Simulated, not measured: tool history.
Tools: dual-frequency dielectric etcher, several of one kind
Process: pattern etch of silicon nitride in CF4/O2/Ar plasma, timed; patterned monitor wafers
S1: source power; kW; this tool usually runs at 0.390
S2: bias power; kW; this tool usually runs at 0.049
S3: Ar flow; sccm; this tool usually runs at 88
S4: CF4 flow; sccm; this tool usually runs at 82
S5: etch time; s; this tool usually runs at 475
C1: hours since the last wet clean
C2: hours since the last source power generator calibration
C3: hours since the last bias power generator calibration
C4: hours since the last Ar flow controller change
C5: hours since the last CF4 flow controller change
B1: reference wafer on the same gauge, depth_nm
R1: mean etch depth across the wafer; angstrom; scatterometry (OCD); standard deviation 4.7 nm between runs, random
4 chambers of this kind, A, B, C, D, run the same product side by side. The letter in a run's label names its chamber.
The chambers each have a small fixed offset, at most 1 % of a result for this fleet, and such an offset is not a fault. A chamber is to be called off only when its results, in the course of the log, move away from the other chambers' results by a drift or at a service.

Run 1D, hour 7.6: usual settings; C1 487.8; C2 653.4; C3 353.7; C4 852.7; C5 845.8; B1 806.34. Result: R1 7210.7 angstrom.
At hour 13.7: chamber C: CF4 flow controller replaced.
Run 2A, hour 21.8: usual settings; C1 49.7; C2 2779.2; C3 2915.2; C4 1692.3; C5 833.8; B1 805.94. Result: R1 7095.5 angstrom.
Run 3B, hour 33.6: usual settings; C1 360.0; C2 2185.4; C3 175.3; C4 2066.9; C5 105.7; B1 805.89. Result: R1 7097.6 angstrom.
Run 4C, hour 47.2: usual settings; C1 47.9; C2 2005.3; C3 3696.3; C4 3660.2; C5 33.6; B1 804.48. Result: R1 7145.9 angstrom.
Run 5A, hour 54.7: usual settings; C1 82.6; C2 2812.1; C3 2948.1; C4 1725.2; C5 866.7; B1 804.42. Result: R1 7125.0 angstrom.
Run 6C, hour 62.0: usual settings but S2 0.044 kW; C1 62.7; C2 2020.1; C3 3711.1; C4 3675.0; C5 48.4; B1 804.76. Result: R1 6842.2 angstrom.
Run 7B, hour 68.7: usual settings but S2 0.044 kW; C1 395.1; C2 2220.5; C3 210.4; C4 2102.0; C5 140.8; B1 805.81. Result: R1 6809.9 angstrom.
Run 8D, hour 83.7: usual settings but S2 0.044 kW; C1 563.9; C2 729.5; C3 429.8; C4 928.8; C5 921.9; B1 805.17. Result: R1 6883.1 angstrom.
At hour 84.0: chamber D: wet clean of the chamber.
Run 9D, hour 95.6: usual settings but S2 0.044 kW; C1 11.6; C2 741.4; C3 441.7; C4 940.7; C5 933.8; B1 806.91. Result: R1 6857.8 angstrom.
Run 10A, hour 104.7: usual settings but S4 74 sccm; C1 132.6; C2 2862.1; C3 2998.1; C4 1775.2; C5 916.7; B1 806.34. Result: R1 7050.9 angstrom.
Run 11C, hour 111.5: usual settings but S4 74 sccm; C1 112.2; C2 2069.6; C3 3760.6; C4 3724.5; C5 97.9; B1 805.88. Result: R1 6998.5 angstrom.
Run 12B, hour 118.0: usual settings but S4 74 sccm; C1 444.4; C2 2269.8; C3 259.7; C4 2151.3; C5 190.1; B1 805.74. Result: R1 7121.0 angstrom.
Run 13A, hour 131.6: usual settings but S4 74 sccm; C1 159.5; C2 2889.0; C3 3025.0; C4 1802.1; C5 943.6; B1 805.21. Result: R1 7058.0 angstrom.
Run 14D, hour 145.2: usual settings but S3 107 sccm; C1 61.2; C2 791.0; C3 491.3; C4 990.3; C5 983.4; B1 804.28. Result: R1 6908.2 angstrom.
Run 15B, hour 158.3: usual settings but S3 107 sccm; C1 484.7; C2 2310.1; C3 300.0; C4 2191.6; C5 230.4; B1 806.82. Result: R1 6926.8 angstrom.
Run 16C, hour 172.4: usual settings but S3 107 sccm; C1 173.1; C2 2130.5; C3 3821.5; C4 3785.4; C5 158.8; B1 805.75. Result: R1 7094.7 angstrom.
Run 17A, hour 182.4: usual settings but S3 107 sccm; C1 210.3; C2 2939.8; C3 3075.8; C4 1852.9; C5 994.4; B1 806.72. Result: R1 6985.2 angstrom.
Run 18D, hour 192.2: usual settings; C1 108.2; C2 838.0; C3 538.3; C4 1037.3; C5 1030.4; B1 807.25. Result: R1 7111.7 angstrom.
Run 19B, hour 198.7: usual settings but S4 90 sccm; C1 525.1; C2 2350.5; C3 340.4; C4 2232.0; C5 270.8; B1 806.85. Result: R1 7213.0 angstrom.
Run 20C, hour 206.2: usual settings but S4 90 sccm; C1 206.9; C2 2164.3; C3 3855.3; C4 3819.2; C5 192.6; B1 805.39. Result: R1 7203.3 angstrom.
Run 21C, hour 220.0: usual settings but S4 90 sccm; C1 220.7; C2 2178.1; C3 3869.1; C4 3833.0; C5 206.4; B1 806.66. Result: R1 7262.2 angstrom.
Run 22D, hour 234.4: usual settings but S4 90 sccm; C1 150.4; C2 880.2; C3 580.5; C4 1079.5; C5 1072.6; B1 806.61. Result: R1 7230.7 angstrom.
Run 23A, hour 244.2: usual settings; C1 272.1; C2 3001.6; C3 3137.6; C4 1914.7; C5 1056.2; B1 805.72. Result: R1 7023.2 angstrom.
Run 24B, hour 256.0: usual settings; C1 582.4; C2 2407.8; C3 397.7; C4 2289.3; C5 328.1; B1 806.64. Result: R1 7187.9 angstrom.
Run 25B, hour 263.8: usual settings; C1 590.2; C2 2415.6; C3 405.5; C4 2297.1; C5 335.9; B1 804.35. Result: R1 7094.2 angstrom.
Run 26A, hour 272.4: usual settings; C1 300.3; C2 3029.8; C3 3165.8; C4 1942.9; C5 1084.4; B1 805.02. Result: R1 7074.7 angstrom.
Run 27C, hour 283.0: usual settings; C1 283.7; C2 2241.1; C3 3932.1; C4 3896.0; C5 269.4; B1 807.64. Result: R1 7153.2 angstrom.
Run 28D, hour 291.4: usual settings; C1 207.4; C2 937.2; C3 637.5; C4 1136.5; C5 1129.6; B1 805.92. Result: R1 7171.4 angstrom.
Run 29A, hour 302.6: usual settings; C1 330.5; C2 3060.0; C3 3196.0; C4 1973.1; C5 1114.6; B1 804.70. Result: R1 7130.4 angstrom.
At hour 308.0: chamber C: Ar flow controller replaced.
Run 30C, hour 314.4: usual settings; C1 315.1; C2 2272.5; C3 3963.5; C4 6.5; C5 300.8; B1 805.54. Result: R1 7140.4 angstrom.
Run 31D, hour 324.8: usual settings; C1 240.8; C2 970.6; C3 670.9; C4 1169.9; C5 1163.0; B1 806.06. Result: R1 7029.8 angstrom.
Run 32B, hour 332.8: usual settings; C1 659.2; C2 2484.6; C3 474.5; C4 2366.1; C5 404.9; B1 805.18. Result: R1 7053.9 angstrom.
Run 33D, hour 340.7: usual settings; C1 256.7; C2 986.5; C3 686.8; C4 1185.8; C5 1178.9; B1 806.52. Result: R1 7183.9 angstrom.
At hour 344.1: chamber B: wet clean of the chamber.
Run 34C, hour 347.3: usual settings; C1 348.0; C2 2305.4; C3 3996.4; C4 39.4; C5 333.7; B1 805.44. Result: R1 7026.5 angstrom.
Run 35B, hour 359.0: usual settings but S4 70 sccm, S5 392 s; C1 15.0; C2 2510.8; C3 500.7; C4 2392.3; C5 431.1; B1 804.44. Result: R1 5861.6 angstrom.
Run 36A, hour 367.0: usual settings but S4 70 sccm, S5 392 s; C1 394.9; C2 3124.4; C3 3260.4; C4 2037.5; C5 1179.0; B1 805.71. Result: R1 5804.2 angstrom.
Run 37B, hour 375.6: usual settings but S4 70 sccm, S5 392 s; C1 31.6; C2 2527.4; C3 517.3; C4 2408.9; C5 447.7; B1 805.35. Result: R1 5706.5 angstrom.
Run 38A, hour 390.4: usual settings but S4 70 sccm, S5 392 s; C1 418.3; C2 3147.8; C3 3283.8; C4 2060.9; C5 1202.4; B1 805.09. Result: R1 5845.1 angstrom.
Run 39D, hour 404.6: usual settings but S4 70 sccm; C1 320.6; C2 1050.4; C3 750.7; C4 1249.7; C5 1242.8; B1 804.76. Result: R1 6970.5 angstrom.
Run 40C, hour 415.7: usual settings but S4 70 sccm; C1 416.4; C2 2373.8; C3 4064.8; C4 107.8; C5 402.1; B1 805.90. Result: R1 7048.9 angstrom.
Run 41D, hour 427.1: usual settings but S4 70 sccm; C1 343.1; C2 1072.9; C3 773.2; C4 1272.2; C5 1265.3; B1 806.19. Result: R1 6935.7 angstrom.

Decide between three cases: one chamber stands off from its peers, the gauge reading all wafers drifts, or nothing is wrong past each chamber's small offset. Where a chamber is off, say which and what most likely put it there.

All chambers stay in line apart from their small fixed offsets, and the gauge does not drift.

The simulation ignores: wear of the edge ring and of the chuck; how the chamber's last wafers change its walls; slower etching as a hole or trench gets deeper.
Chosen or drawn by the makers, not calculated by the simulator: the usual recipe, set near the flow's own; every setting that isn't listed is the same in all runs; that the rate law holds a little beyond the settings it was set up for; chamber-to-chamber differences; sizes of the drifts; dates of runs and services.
